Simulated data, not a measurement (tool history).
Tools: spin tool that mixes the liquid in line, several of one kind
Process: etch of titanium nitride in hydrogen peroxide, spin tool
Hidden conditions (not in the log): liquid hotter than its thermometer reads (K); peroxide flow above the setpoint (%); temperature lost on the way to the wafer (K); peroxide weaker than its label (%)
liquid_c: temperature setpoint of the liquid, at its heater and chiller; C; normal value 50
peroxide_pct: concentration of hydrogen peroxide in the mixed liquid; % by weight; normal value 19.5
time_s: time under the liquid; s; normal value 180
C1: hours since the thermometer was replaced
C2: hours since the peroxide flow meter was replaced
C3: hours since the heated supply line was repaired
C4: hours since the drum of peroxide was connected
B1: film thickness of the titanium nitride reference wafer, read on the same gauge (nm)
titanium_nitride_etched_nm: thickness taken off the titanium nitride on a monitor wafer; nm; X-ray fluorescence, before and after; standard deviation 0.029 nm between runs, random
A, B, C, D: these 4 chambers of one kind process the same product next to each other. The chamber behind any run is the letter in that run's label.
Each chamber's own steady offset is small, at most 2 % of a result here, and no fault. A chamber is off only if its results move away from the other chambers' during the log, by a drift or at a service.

Run 1B, hour 7.2: usual settings; C1 880.3; C2 986.7; C3 2201.9; C4 272.4; B1 89.999. Result: titanium_nitride_etched_nm 5.7243 nm.
Run 2D, hour 17.7: usual settings; C1 584.2; C2 2221.6; C3 449.3; C4 287; B1 89.955. Result: titanium_nitride_etched_nm 5.5814 nm.
Run 3C, hour 31.4: usual settings; C1 983.7; C2 190; C3 1156.1; C4 262.5; B1 90.047. Result: titanium_nitride_etched_nm 5.6806 nm.
Run 4A, hour 43.9: usual settings; C1 314.2; C2 1247.9; C3 1722.4; C4 383.6; B1 89.969. Result: titanium_nitride_etched_nm 5.7389 nm.
Run 5C, hour 52.6: usual settings; C1 1004.9; C2 211.2; C3 1177.3; C4 283.7; B1 89.96. Result: titanium_nitride_etched_nm 5.6719 nm.
Run 6B, hour 66.2: usual settings but time_s 105 s; C1 939.3; C2 1045.7; C3 2260.9; C4 331.4; B1 90.012. Result: titanium_nitride_etched_nm 3.3163 nm.
Run 7D, hour 74.7: usual settings but time_s 105 s; C1 641.2; C2 2278.6; C3 506.3; C4 344; B1 90.015. Result: titanium_nitride_etched_nm 3.2634 nm.
Run 8A, hour 82.4: usual settings but time_s 105 s; C1 352.7; C2 1286.4; C3 1760.9; C4 422.1; B1 89.975. Result: titanium_nitride_etched_nm 3.3355 nm.
Run 9A, hour 95.7: usual settings but time_s 105 s; C1 366; C2 1299.7; C3 1774.2; C4 435.4; B1 90.036. Result: titanium_nitride_etched_nm 3.3235 nm.
Run 10C, hour 103.3: usual settings but liquid_c 54.5 C, peroxide_pct 15 % by weight; C1 1055.6; C2 261.9; C3 1228; C4 334.4; B1 90.013. Result: titanium_nitride_etched_nm 7.4724 nm.
At hour 112.2: chamber A: new drum of peroxide connected.
Run 11B, hour 113.9: usual settings but liquid_c 54.5 C, peroxide_pct 15 % by weight; C1 987; C2 1093.4; C3 2308.6; C4 379.1; B1 90.028. Result: titanium_nitride_etched_nm 7.4567 nm.
Run 12D, hour 123.4: usual settings but liquid_c 54.5 C, peroxide_pct 15 % by weight; C1 689.9; C2 2327.3; C3 555; C4 392.7; B1 89.992. Result: titanium_nitride_etched_nm 7.2844 nm.
Run 13A, hour 136.7: usual settings but liquid_c 54.5 C, peroxide_pct 15 % by weight; C1 407; C2 1340.7; C3 1815.2; C4 24.5; B1 90.012. Result: titanium_nitride_etched_nm 7.3281 nm.
At hour 138.6: chamber D: peroxide flow meter replaced.
At hour 149.1: chamber B: thermometer replaced.
Run 14B, hour 150.2: usual settings; C1 1.1; C2 1129.7; C3 2344.9; C4 415.4; B1 90.002. Result: titanium_nitride_etched_nm 5.6911 nm.
Run 15C, hour 159.4: usual settings but liquid_c 57.5 C, time_s 270 s; C1 1111.7; C2 318; C3 1284.1; C4 390.5; B1 90.017. Result: titanium_nitride_etched_nm 14.364 nm.
Run 16D, hour 172.5: usual settings but liquid_c 57.5 C, time_s 270 s; C1 739; C2 33.9; C3 604.1; C4 441.8; B1 89.998. Result: titanium_nitride_etched_nm 14.147 nm.
Run 17A, hour 183.6: usual settings but liquid_c 57.5 C, time_s 270 s; C1 453.9; C2 1387.6; C3 1862.1; C4 71.4; B1 90.003. Result: titanium_nitride_etched_nm 14.25 nm.
Run 18D, hour 197.8: usual settings but liquid_c 57.5 C, time_s 270 s; C1 764.3; C2 59.2; C3 629.4; C4 467.1; B1 90.019. Result: titanium_nitride_etched_nm 14.233 nm.
At hour 205.5: chamber B: peroxide flow meter replaced.
Run 19B, hour 211.8: usual settings; C1 62.7; C2 6.4; C3 2406.5; C4 477; B1 89.983. Result: titanium_nitride_etched_nm 5.723 nm.
Run 20C, hour 221.6: usual settings but liquid_c 41 C, time_s 235 s; C1 1173.9; C2 380.2; C3 1346.3; C4 452.7; B1 90.003. Result: titanium_nitride_etched_nm 3.7783 nm.
Run 21D, hour 230.7: usual settings but liquid_c 41 C, time_s 235 s; C1 797.2; C2 92.1; C3 662.3; C4 500; B1 89.971. Result: titanium_nitride_etched_nm 3.7916 nm.
Run 22B, hour 242.7: usual settings but liquid_c 41 C, time_s 235 s; C1 93.6; C2 37.3; C3 2437.4; C4 507.9; B1 90.034. Result: titanium_nitride_etched_nm 3.8618 nm.
Run 23A, hour 253.6: usual settings but liquid_c 41 C, time_s 235 s; C1 523.9; C2 1457.6; C3 1932.1; C4 141.4; B1 89.99. Result: titanium_nitride_etched_nm 3.5803 nm.
At hour 257.5: chamber C: peroxide flow meter replaced.
Run 24C, hour 260.1: usual settings; C1 1212.4; C2 2.6; C3 1384.8; C4 491.2; B1 89.975. Result: titanium_nitride_etched_nm 5.6927 nm.
Run 25A, hour 266.9: usual settings; C1 537.2; C2 1470.9; C3 1945.4; C4 154.7; B1 89.996. Result: titanium_nitride_etched_nm 5.426 nm.

Each of the 4 chambers runs these same settings next. Fill in every chamber's results:
Run 26A, hour 277.4: usual settings but liquid_c 44.5 C. Result: titanium_nitride_etched_nm ?.
Run 26B, hour 277.4: usual settings but liquid_c 44.5 C. Result: titanium_nitride_etched_nm ?.
Run 26C, hour 277.4: usual settings but liquid_c 44.5 C. Result: titanium_nitride_etched_nm ?.
Run 26D, hour 277.4: usual settings but liquid_c 44.5 C. Result: titanium_nitride_etched_nm ?.

run  titanium_nitride_etched_nm
26A                      3.5821
26B                      3.8366
26C                      3.7874
26D                      3.7752
